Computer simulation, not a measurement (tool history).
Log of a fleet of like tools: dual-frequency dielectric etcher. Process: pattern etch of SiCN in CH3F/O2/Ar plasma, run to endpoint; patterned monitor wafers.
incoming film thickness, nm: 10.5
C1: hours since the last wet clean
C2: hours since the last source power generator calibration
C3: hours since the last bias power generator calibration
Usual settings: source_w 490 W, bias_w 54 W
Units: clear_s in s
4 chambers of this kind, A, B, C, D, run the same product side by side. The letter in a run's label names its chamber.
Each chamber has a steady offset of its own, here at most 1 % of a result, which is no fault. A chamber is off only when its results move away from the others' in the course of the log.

Run 1B, hour 8.1: usual settings; C1 187.4; C2 2386.8; C3 2842.5. Result: clear_s 28.648 s.
Run 2C, hour 21.1: usual settings; C1 120.9; C2 3203.3; C3 2770.2. Result: clear_s 28.596 s.
Run 3D, hour 29.8: usual settings; C1 513.1; C2 1359.0; C3 2258.1. Result: clear_s 28.870 s.
At hour 32.9: chamber D: wet clean of the chamber.
Run 4A, hour 39.7: usual settings; C1 44.3; C2 1027.1; C3 881.4. Result: clear_s 28.859 s.
Run 5D, hour 52.8: usual settings but source_w 440 W, bias_w 65 W; C1 19.9; C2 1382.0; C3 2281.1. Result: clear_s 28.214 s.
Run 6B, hour 66.9: usual settings but source_w 440 W, bias_w 65 W; C1 246.2; C2 2445.6; C3 2901.3. Result: clear_s 27.998 s.
Run 7C, hour 74.6: usual settings but source_w 440 W, bias_w 65 W; C1 174.4; C2 3256.8; C3 2823.7. Result: clear_s 27.983 s.
Run 8A, hour 83.4: usual settings but source_w 440 W, bias_w 65 W; C1 88.0; C2 1070.8; C3 925.1. Result: clear_s 28.064 s.
Run 9A, hour 91.7: usual settings but source_w 550 W; C1 96.3; C2 1079.1; C3 933.4. Result: clear_s 27.589 s.
Run 10D, hour 102.3: usual settings but source_w 550 W; C1 69.4; C2 1431.5; C3 2330.6. Result: clear_s 27.390 s.
Run 11B, hour 113.4: usual settings but source_w 550 W; C1 292.7; C2 2492.1; C3 2947.8. Result: clear_s 27.358 s.
Run 12C, hour 126.2: usual settings but source_w 550 W; C1 226.0; C2 3308.4; C3 2875.3. Result: clear_s 27.348 s.
Run 13C, hour 137.7: usual settings; C1 237.5; C2 3319.9; C3 2886.8. Result: clear_s 28.340 s.
Run 14B, hour 151.9: usual settings; C1 331.2; C2 2530.6; C3 2986.3. Result: clear_s 28.577 s.
At hour 155.6: chamber C: bias power generator calibrated.
Run 15A, hour 161.2: usual settings; C1 165.8; C2 1148.6; C3 1002.9. Result: clear_s 28.870 s.
Run 16D, hour 168.3: usual settings; C1 135.4; C2 1497.5; C3 2396.6. Result: clear_s 28.751 s.
Run 17B, hour 179.6: usual settings but source_w 450 W, bias_w 45 W; C1 358.9; C2 2558.3; C3 3014.0. Result: clear_s 31.168 s.
Run 18C, hour 188.7: usual settings but source_w 450 W, bias_w 45 W; C1 288.5; C2 3370.9; C3 33.2. Result: clear_s 31.362 s.
Run 19D, hour 195.1: usual settings but source_w 450 W, bias_w 45 W; C1 162.2; C2 1524.3; C3 2423.4. Result: clear_s 31.435 s.
Run 20A, hour 204.5: usual settings but source_w 450 W, bias_w 45 W; C1 209.1; C2 1191.9; C3 1046.2. Result: clear_s 31.576 s.
Run 21D, hour 216.4: usual settings; C1 183.5; C2 1545.6; C3 2444.7. Result: clear_s 28.886 s.
Run 22C, hour 228.4: usual settings; C1 328.2; C2 3410.6; C3 72.9. Result: clear_s 28.497 s.
Run 23A, hour 239.1: usual settings; C1 243.7; C2 1226.5; C3 1080.8. Result: clear_s 28.731 s.
Run 24B, hour 245.8: usual settings; C1 425.1; C2 2624.5; C3 3080.2. Result: clear_s 28.772 s.
At hour 250.9: chamber B: wet clean of the chamber.
Run 25A, hour 260.2: usual settings; C1 264.8; C2 1247.6; C3 1101.9. Result: clear_s 28.785 s.
Run 26B, hour 274.3: usual settings; C1 23.4; C2 2653.0; C3 3108.7. Result: clear_s 28.534 s.
Run 27D, hour 285.3: usual settings; C1 252.4; C2 1614.5; C3 2513.6. Result: clear_s 28.792 s.
Run 28C, hour 297.7: usual settings; C1 397.5; C2 3479.9; C3 142.2. Result: clear_s 28.475 s.
Run 29B, hour 305.0: usual settings; C1 54.1; C2 2683.7; C3 3139.4. Result: clear_s 28.663 s.
Run 30D, hour 319.4: usual settings; C1 286.5; C2 1648.6; C3 2547.7. Result: clear_s 28.799 s.
Run 31C, hour 326.2: usual settings but source_w 530 W, bias_w 43 W; C1 426.0; C2 3508.4; C3 170.7. Result: clear_s 29.864 s.

All 4 chambers run these settings next. Forecast each chamber's results:
Run 32A, hour 336.9: usual settings. Result: clear_s ?.
Run 32B, hour 336.9: usual settings. Result: clear_s ?.
Run 32C, hour 336.9: usual settings. Result: clear_s ?.
Run 32D, hour 336.9: usual settings. Result: clear_s ?.

run  clear_s
32A   28.997
32B   28.455
32C   28.534
32D   28.644
